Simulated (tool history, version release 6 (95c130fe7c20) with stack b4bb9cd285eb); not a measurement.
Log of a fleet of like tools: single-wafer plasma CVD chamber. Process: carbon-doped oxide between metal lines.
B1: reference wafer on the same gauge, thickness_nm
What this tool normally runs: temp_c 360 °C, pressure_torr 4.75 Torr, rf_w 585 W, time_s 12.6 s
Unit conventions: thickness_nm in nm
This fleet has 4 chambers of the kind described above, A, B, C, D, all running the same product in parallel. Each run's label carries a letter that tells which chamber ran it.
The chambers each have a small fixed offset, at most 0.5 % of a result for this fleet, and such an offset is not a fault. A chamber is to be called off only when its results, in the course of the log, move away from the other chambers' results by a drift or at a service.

run 1D hour=7.4 | temp_c=360 pressure_torr=4.75 rf_w=585 time_s=12.6 | B1=63.185 | thickness_nm=68.628
-- hour=8.4 chamber B: RF generator calibrated
run 2B hour=14.7 | temp_c=360 pressure_torr=4.75 rf_w=585 time_s=12.6 | B1=63.146 | thickness_nm=69.624
run 3A hour=20.1 | temp_c=360 pressure_torr=4.75 rf_w=585 time_s=12.6 | B1=63.193 | thickness_nm=70.294
run 4C hour=26.6 | temp_c=360 pressure_torr=4.75 rf_w=585 time_s=12.6 | B1=63.194 | thickness_nm=69.009
run 5D hour=32.4 | temp_c=360 pressure_torr=4.75 rf_w=585 time_s=12.6 | B1=63.241 | thickness_nm=69.094
run 6C hour=39.6 | temp_c=360 pressure_torr=4.75 rf_w=585 time_s=12.6 | B1=63.193 | thickness_nm=68.653
run 7B hour=47.1 | temp_c=360 pressure_torr=4.75 rf_w=585 time_s=12.6 | B1=63.232 | thickness_nm=69.520
run 8A hour=54.2 | temp_c=360 pressure_torr=4.75 rf_w=585 time_s=12.6 | B1=63.122 | thickness_nm=70.771
run 9C hour=60.0 | temp_c=360 pressure_torr=4.75 rf_w=585 time_s=12.6 | B1=63.187 | thickness_nm=69.619
run 10D hour=64.4 | temp_c=360 pressure_torr=4.75 rf_w=585 time_s=12.6 | B1=63.239 | thickness_nm=69.557
run 11A hour=70.2 | temp_c=360 pressure_torr=4.75 rf_w=585 time_s=12.6 | B1=63.131 | thickness_nm=70.130
run 12B hour=73.8 | temp_c=360 pressure_torr=4.75 rf_w=585 time_s=12.6 | B1=63.265 | thickness_nm=68.919
run 13D hour=79.7 | temp_c=360 pressure_torr=4.75 rf_w=585 time_s=12.6 | B1=63.337 | thickness_nm=69.316
run 14C hour=87.3 | temp_c=360 pressure_torr=4.75 rf_w=585 time_s=12.6 | B1=63.274 | thickness_nm=68.683
run 15A hour=90.7 | temp_c=360 pressure_torr=4.75 rf_w=585 time_s=12.6 | B1=63.161 | thickness_nm=70.752
run 16B hour=98.2 | temp_c=360 pressure_torr=4.75 rf_w=585 time_s=12.6 | B1=63.187 | thickness_nm=69.114
run 17C hour=105.3 | temp_c=360 pressure_torr=4.75 rf_w=585 time_s=12.6 | B1=63.203 | thickness_nm=68.792
run 18B hour=111.4 | temp_c=360 pressure_torr=4.75 rf_w=585 time_s=12.6 | B1=63.225 | thickness_nm=69.389
run 19D hour=117.6 | temp_c=360 pressure_torr=4.75 rf_w=585 time_s=12.6 | B1=63.184 | thickness_nm=69.158
run 20A hour=121.7 | temp_c=360 pressure_torr=4.75 rf_w=585 time_s=12.6 | B1=63.180 | thickness_nm=69.619
run 21D hour=126.4 | temp_c=360 pressure_torr=4.75 rf_w=585 time_s=12.6 | B1=63.247 | thickness_nm=69.091
run 22A hour=131.0 | temp_c=360 pressure_torr=4.75 rf_w=585 time_s=12.6 | B1=63.143 | thickness_nm=69.427
run 23C hour=135.0 | temp_c=360 pressure_torr=4.75 rf_w=585 time_s=12.6 | B1=63.178 | thickness_nm=67.850
run 24B hour=138.5 | temp_c=360 pressure_torr=4.75 rf_w=585 time_s=12.6 | B1=63.240 | thickness_nm=69.246
run 25C hour=144.0 | temp_c=364 pressure_torr=4.75 rf_w=700 time_s=12.6 | B1=63.119 | thickness_nm=75.262
run 26A hour=148.0 | temp_c=364 pressure_torr=4.75 rf_w=700 time_s=12.6 | B1=63.188 | thickness_nm=77.140
run 27D hour=151.8 | temp_c=364 pressure_torr=4.75 rf_w=700 time_s=12.6 | B1=63.222 | thickness_nm=76.986
run 28B hour=156.9 | temp_c=364 pressure_torr=4.75 rf_w=700 time_s=12.6 | B1=63.179 | thickness_nm=76.325
run 29B hour=161.8 | temp_c=367 pressure_torr=4.75 rf_w=480 time_s=12.6 | B1=63.203 | thickness_nm=60.628
run 30A hour=169.3 | temp_c=367 pressure_torr=4.75 rf_w=480 time_s=12.6 | B1=63.267 | thickness_nm=61.360
run 31D hour=173.4 | temp_c=367 pressure_torr=4.75 rf_w=480 time_s=12.6 | B1=63.241 | thickness_nm=60.917
run 32C hour=178.6 | temp_c=367 pressure_torr=4.75 rf_w=480 time_s=12.6 | B1=63.227 | thickness_nm=58.764
run 33C hour=184.7 | temp_c=360 pressure_torr=4.75 rf_w=585 time_s=12.6 | B1=63.163 | thickness_nm=67.460
run 34B hour=191.3 | temp_c=360 pressure_torr=4.75 rf_w=585 time_s=12.6 | B1=63.123 | thickness_nm=69.319
run 35D hour=198.5 | temp_c=360 pressure_torr=4.75 rf_w=585 time_s=12.6 | B1=63.055 | thickness_nm=69.798
run 36A hour=202.3 | temp_c=360 pressure_torr=4.75 rf_w=585 time_s=12.6 | B1=63.306 | thickness_nm=70.595
run 37A hour=208.9 | temp_c=360 pressure_torr=4.75 rf_w=585 time_s=12.6 | B1=63.186 | thickness_nm=70.226
run 38C hour=214.7 | temp_c=360 pressure_torr=4.75 rf_w=585 time_s=12.6 | B1=63.069 | thickness_nm=66.753
run 39D hour=220.7 | temp_c=360 pressure_torr=4.75 rf_w=585 time_s=12.6 | B1=63.139 | thickness_nm=69.294
run 40B hour=226.1 | temp_c=360 pressure_torr=4.75 rf_w=585 time_s=12.6 | B1=63.216 | thickness_nm=69.393
run 41B hour=229.6 | temp_c=360 pressure_torr=4.09 rf_w=585 time_s=12.6 | B1=63.273 | thickness_nm=67.905
run 42D hour=233.2 | temp_c=360 pressure_torr=4.09 rf_w=585 time_s=12.6 | B1=63.186 | thickness_nm=67.868
run 43A hour=238.9 | temp_c=360 pressure_torr=4.09 rf_w=585 time_s=12.6 | B1=63.209 | thickness_nm=69.025
run 44C hour=245.2 | temp_c=360 pressure_torr=4.09 rf_w=585 time_s=12.6 | B1=63.201 | thickness_nm=64.284

Decide between three cases: one chamber stands off from its peers, the gauge reading all wafers drifts, or nothing is wrong past each chamber's small offset. Where a chamber is off, say which and what most likely put it there.

One chamber, C, drifts off from the rest bit by bit.
Cause: delivered RF power below the setpoint (%) = 7.89.

Below are 4 candidate recipes for chamber C's next run, each the usual settings with a change, their results shown as question marks. Which of them brings C's results back in line with what the other chambers give on the usual settings?
In-line tolerance around the mean of the other chambers on the usual settings: thickness_nm 1.400 nm
run 45C-1 hour=250.7 | temp_c=360 pressure_torr=4.75 rf_w=585 time_s=12.3 | thickness_nm=?
run 45C-2 hour=250.7 | temp_c=372 pressure_torr=3.88 rf_w=585 time_s=12.6 | thickness_nm=?
run 45C-3 hour=250.7 | temp_c=360 pressure_torr=4.76 rf_w=590 time_s=12.8 | thickness_nm=?
run 45C-4 hour=250.7 | temp_c=358 pressure_torr=4.88 rf_w=630 time_s=12.6 | thickness_nm=?

Other chambers, usual settings, mean: thickness_nm 69.619 nm
run=45C-1 thickness_nm=64.217
run=45C-2 thickness_nm=62.128
run=45C-3 thickness_nm=67.155
run=45C-4 thickness_nm=69.404
The right change is 45C-4: it brings the chamber back within the allowed miss of the others.
